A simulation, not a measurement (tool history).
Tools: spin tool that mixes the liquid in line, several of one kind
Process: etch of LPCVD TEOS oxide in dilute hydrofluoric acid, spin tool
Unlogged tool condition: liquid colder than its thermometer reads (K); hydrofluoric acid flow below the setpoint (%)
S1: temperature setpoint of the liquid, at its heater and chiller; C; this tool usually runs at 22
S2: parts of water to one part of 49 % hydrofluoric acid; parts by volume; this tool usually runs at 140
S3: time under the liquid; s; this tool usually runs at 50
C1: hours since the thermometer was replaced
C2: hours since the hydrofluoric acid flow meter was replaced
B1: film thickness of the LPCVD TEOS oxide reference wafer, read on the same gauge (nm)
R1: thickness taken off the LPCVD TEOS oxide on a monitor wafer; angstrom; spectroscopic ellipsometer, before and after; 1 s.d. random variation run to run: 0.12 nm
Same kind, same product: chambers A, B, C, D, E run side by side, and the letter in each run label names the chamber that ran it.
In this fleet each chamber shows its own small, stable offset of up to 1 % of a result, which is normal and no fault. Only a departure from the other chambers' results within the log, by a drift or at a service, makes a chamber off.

run	hour	S1	S2	S3	C1	C2	B1	R1
1D	5.3	22	140	50	795.2	145.0	50.007	125.190
2C	14.4	22	140	50	401.0	63.7	50.006	126.070
3B	20.1	22	140	50	1039.9	1235.3	50.009	123.970
4E	29.6	22	140	50	1282.9	115.5	50.015	123.770
5A	35.8	22	95	25	1645.5	647.6	50.008	95.103
6C	44.8	22	95	25	431.4	94.1	49.988	96.549
7B	52.8	22	95	25	1072.6	1268.0	50.007	94.558
8A	62.4	22	95	25	1672.1	674.2	49.994	94.270
9D	72.7	22	95	25	862.6	212.4	49.987	95.442
10E	80.4	22	140	50	1333.7	166.3	49.996	125.080
# hour 81.2: chamber B: hydrofluoric acid flow meter replaced
11D	89.5	22	140	50	879.4	229.2	49.997	125.840
12E	94.8	22	140	50	1348.1	180.7	49.992	120.330
13B	103.3	22	110	50	1123.1	22.1	49.998	164.800
14A	108.5	22	110	50	1718.2	720.3	50.001	162.550
15C	117.4	22	110	50	504.0	166.7	49.997	162.560
16B	124.0	22	110	50	1143.8	42.8	50.007	164.730
17A	129.9	22	110	50	1739.6	741.7	50.018	161.600
18C	136.5	22	140	50	523.1	185.8	50.001	124.410
19E	146.5	22	140	50	1399.8	232.4	50.022	119.610
20D	151.3	22	175	75	941.2	291.0	50.002	144.640
21D	160.0	22	175	75	949.9	299.7	50.000	146.650
# hour 168.2: chamber B: thermometer replaced
22C	170.4	22	175	75	557.0	219.7	50.005	142.300
23E	178.2	22	175	75	1431.5	264.1	50.011	137.200
24B	187.8	22	175	75	19.6	106.6	50.008	146.230
25A	197.9	22	140	50	1807.6	809.7	50.003	123.150
26E	205.8	22	140	50	1459.1	291.7	49.989	119.840
27A	213.9	22	140	50	1823.6	825.7	49.987	121.740
28D	222.1	22	140	35	1012.0	361.8	50.002	87.767
29C	230.7	22	140	35	617.3	280.0	49.986	87.125
# hour 231.9: chamber C: thermometer replaced
30B	236.6	22	140	35	68.4	155.4	49.984	88.452
31C	242.8	22	140	35	10.9	292.1	49.998	87.272
32B	250.3	22	140	35	82.1	169.1	50.016	85.754
33D	256.1	22	140	50	1046.0	395.8	50.003	124.790
34A	264.7	22	140	50	1874.4	876.5	49.988	122.620
35E	270.7	22	140	50	1524.0	356.6	49.986	116.420
36B	278.9	22	140	50	110.7	197.7	49.980	125.130
37A	287.9	22	140	50	1897.6	899.7	50.009	123.720
38E	296.8	22	140	50	1550.1	382.7	50.005	115.430
39C	303.9	22	140	50	72.0	353.2	49.995	123.470

Decide between three cases: one chamber stands off from its peers, the gauge reading all wafers drifts, or nothing is wrong past each chamber's small offset. Where a chamber is off, say which and what most likely put it there.

One chamber, E, drifts off from the rest bit by bit.
Cause: hydrofluoric acid flow below the setpoint (%) = 6.77.
The log might look much the same if the cause were instead: liquid colder than its thermometer reads (K).

Here are 4 candidates for chamber E's next run, each the usual settings with a change, their results left as question marks. Which one brings its results back in line with what the others give on the usual settings?
Maximum distance from the other chambers' mean on the usual settings for a result to count as in line: R1 4.000 angstrom
40E-1	311.4	22.0	150	50				?
40E-2	311.4	22.5	140	50				?
40E-3	311.4	21.5	140	50				?
40E-4	311.4	24.0	140	50				?

Mean of the other chambers on the usual settings: R1 123.980 angstrom
run	R1
40E-1	104.910
40E-2	115.810
40E-3	111.380
40E-4	122.650
With 40E-4, the chamber falls back in line with the rest.
